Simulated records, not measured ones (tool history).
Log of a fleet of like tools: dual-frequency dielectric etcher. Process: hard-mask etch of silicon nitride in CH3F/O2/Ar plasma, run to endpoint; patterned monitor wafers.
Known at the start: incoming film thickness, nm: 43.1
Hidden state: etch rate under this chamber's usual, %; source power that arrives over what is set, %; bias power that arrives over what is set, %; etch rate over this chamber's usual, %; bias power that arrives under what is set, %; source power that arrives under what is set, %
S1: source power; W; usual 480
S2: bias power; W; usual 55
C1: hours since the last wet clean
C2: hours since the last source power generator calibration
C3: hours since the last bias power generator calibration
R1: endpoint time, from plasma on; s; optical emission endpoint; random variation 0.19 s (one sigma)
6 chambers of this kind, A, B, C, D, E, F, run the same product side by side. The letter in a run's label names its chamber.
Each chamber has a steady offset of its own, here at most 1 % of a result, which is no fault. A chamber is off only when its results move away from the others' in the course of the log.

{"hour": 4.4, "done": "chamber A: wet clean of the chamber"}
{"run": "1E", "hour": 4.4, "S1": 480, "S2": 55, "C1": 141.6, "C2": 1168.6, "C3": 2523.2, "R1": 63.632}
{"run": "2C", "hour": 7.7, "S1": 480, "S2": 55, "C1": 401.3, "C2": 507.8, "C3": 1045.8, "R1": 63.628}
{"run": "3F", "hour": 11.9, "S1": 480, "S2": 55, "C1": 510.5, "C2": 2092, "C3": 279.6, "R1": 63.817}
{"run": "4D", "hour": 15.9, "S1": 480, "S2": 55, "C1": 71.8, "C2": 3153.6, "C3": 2696.5, "R1": 63.135}
{"run": "5A", "hour": 20.2, "S1": 480, "S2": 55, "C1": 15.8, "C2": 943.4, "C3": 1551.9, "R1": 63.236}
{"run": "6B", "hour": 23.7, "S1": 480, "S2": 55, "C1": 271.5, "C2": 1747.3, "C3": 1505.2, "R1": 63.641}
{"run": "7A", "hour": 28.2, "S1": 380, "S2": 62, "C1": 23.8, "C2": 951.4, "C3": 1559.9, "R1": 66.794}
{"run": "8D", "hour": 31.1, "S1": 380, "S2": 62, "C1": 87, "C2": 3168.8, "C3": 2711.7, "R1": 66.793}
{"run": "9B", "hour": 35.1, "S1": 380, "S2": 62, "C1": 282.9, "C2": 1758.7, "C3": 1516.6, "R1": 66.435}
{"run": "10C", "hour": 37.6, "S1": 380, "S2": 62, "C1": 431.2, "C2": 537.7, "C3": 1075.7, "R1": 66.798}
{"run": "11E", "hour": 42.0, "S1": 380, "S2": 62, "C1": 179.2, "C2": 1206.2, "C3": 2560.8, "R1": 67.048}
{"run": "12F", "hour": 45.8, "S1": 380, "S2": 62, "C1": 544.4, "C2": 2125.9, "C3": 313.5, "R1": 67.267}
{"run": "13D", "hour": 48.3, "S1": 580, "S2": 55, "C1": 104.2, "C2": 3186, "C3": 2728.9, "R1": 59.149}
{"run": "14B", "hour": 53.2, "S1": 580, "S2": 55, "C1": 301, "C2": 1776.8, "C3": 1534.7, "R1": 59.06}
{"run": "15E", "hour": 56.5, "S1": 580, "S2": 55, "C1": 193.7, "C2": 1220.7, "C3": 2575.3, "R1": 58.92}
{"run": "16A", "hour": 59.5, "S1": 580, "S2": 55, "C1": 55.1, "C2": 982.7, "C3": 1591.2, "R1": 59.051}
{"hour": 61.7, "done": "chamber D: source power generator calibrated"}
{"run": "17C", "hour": 64.1, "S1": 580, "S2": 55, "C1": 457.7, "C2": 564.2, "C3": 1102.2, "R1": 58.935}
{"run": "18F", "hour": 68.6, "S1": 580, "S2": 55, "C1": 567.2, "C2": 2148.7, "C3": 336.3, "R1": 59.168}
{"run": "19E", "hour": 71.7, "S1": 480, "S2": 55, "C1": 208.9, "C2": 1235.9, "C3": 2590.5, "R1": 63.835}
{"run": "20D", "hour": 76.2, "S1": 480, "S2": 55, "C1": 132.1, "C2": 14.6, "C3": 2756.8, "R1": 63.301}
{"run": "21F", "hour": 78.4, "S1": 480, "S2": 55, "C1": 577, "C2": 2158.5, "C3": 346.1, "R1": 63.882}
{"run": "22B", "hour": 82.7, "S1": 480, "S2": 55, "C1": 330.5, "C2": 1806.3, "C3": 1564.2, "R1": 63.542}
{"run": "23C", "hour": 86.4, "S1": 480, "S2": 55, "C1": 480, "C2": 586.5, "C3": 1124.5, "R1": 63.07}
{"run": "24A", "hour": 90.0, "S1": 480, "S2": 55, "C1": 85.6, "C2": 1013.2, "C3": 1621.7, "R1": 63.088}
{"run": "25A", "hour": 92.5, "S1": 480, "S2": 55, "C1": 88.1, "C2": 1015.7, "C3": 1624.2, "R1": 63.372}
{"run": "26E", "hour": 97.1, "S1": 480, "S2": 55, "C1": 234.3, "C2": 1261.3, "C3": 2615.9, "R1": 63.499}
{"run": "27F", "hour": 100.3, "S1": 480, "S2": 55, "C1": 598.9, "C2": 2180.4, "C3": 368, "R1": 64.048}
{"hour": 102.4, "done": "chamber C: wet clean of the chamber"}
{"run": "28B", "hour": 104.7, "S1": 480, "S2": 55, "C1": 352.5, "C2": 1828.3, "C3": 1586.2, "R1": 63.35}
{"run": "29D", "hour": 109.5, "S1": 480, "S2": 55, "C1": 165.4, "C2": 47.9, "C3": 2790.1, "R1": 63.285}
{"run": "30C", "hour": 113.1, "S1": 480, "S2": 55, "C1": 10.7, "C2": 613.2, "C3": 1151.2, "R1": 63.183}
{"run": "31A", "hour": 116.0, "S1": 590, "S2": 55, "C1": 111.6, "C2": 1039.2, "C3": 1647.7, "R1": 58.699}
{"run": "32D", "hour": 120.1, "S1": 590, "S2": 55, "C1": 176, "C2": 58.5, "C3": 2800.7, "R1": 58.625}
{"run": "33B", "hour": 123.8, "S1": 590, "S2": 55, "C1": 371.6, "C2": 1847.4, "C3": 1605.3, "R1": 58.556}
{"run": "34C", "hour": 126.8, "S1": 590, "S2": 55, "C1": 24.4, "C2": 626.9, "C3": 1164.9, "R1": 58.677}
{"run": "35F", "hour": 131.1, "S1": 590, "S2": 55, "C1": 629.7, "C2": 2211.2, "C3": 398.8, "R1": 59.051}
{"run": "36E", "hour": 135.2, "S1": 590, "S2": 55, "C1": 272.4, "C2": 1299.4, "C3": 2654, "R1": 58.307}
{"run": "37B", "hour": 138.8, "S1": 480, "S2": 67, "C1": 386.6, "C2": 1862.4, "C3": 1620.3, "R1": 59.245}
{"run": "38F", "hour": 141.8, "S1": 480, "S2": 67, "C1": 640.4, "C2": 2221.9, "C3": 409.5, "R1": 59.817}
{"run": "39C", "hour": 146.6, "S1": 480, "S2": 67, "C1": 44.2, "C2": 646.7, "C3": 1184.7, "R1": 59.242}
{"run": "40D", "hour": 149.2, "S1": 480, "S2": 67, "C1": 205.1, "C2": 87.6, "C3": 2829.8, "R1": 59.497}
{"run": "41A", "hour": 153.9, "S1": 480, "S2": 67, "C1": 149.5, "C2": 1077.1, "C3": 1685.6, "R1": 59.543}
{"run": "42E", "hour": 158.5, "S1": 480, "S2": 67, "C1": 295.7, "C2": 1322.7, "C3": 2677.3, "R1": 59.781}
{"run": "43B", "hour": 162.5, "S1": 480, "S2": 60, "C1": 410.3, "C2": 1886.1, "C3": 1644, "R1": 61.917}

Next, every chamber runs the same settings. What will each give?
{"run": "44A", "hour": 166.0, "S1": 480, "S2": 50, "R1": "?"}
{"run": "44B", "hour": 166.0, "S1": 480, "S2": 50, "R1": "?"}
{"run": "44C", "hour": 166.0, "S1": 480, "S2": 50, "R1": "?"}
{"run": "44D", "hour": 166.0, "S1": 480, "S2": 50, "R1": "?"}
{"run": "44E", "hour": 166.0, "S1": 480, "S2": 50, "R1": "?"}
{"run": "44F", "hour": 166.0, "S1": 480, "S2": 50, "R1": "?"}

run=44A R1=65.219
run=44B R1=65.119
run=44C R1=65.328
run=44D R1=65.525
run=44E R1=65.705
run=44F R1=65.445
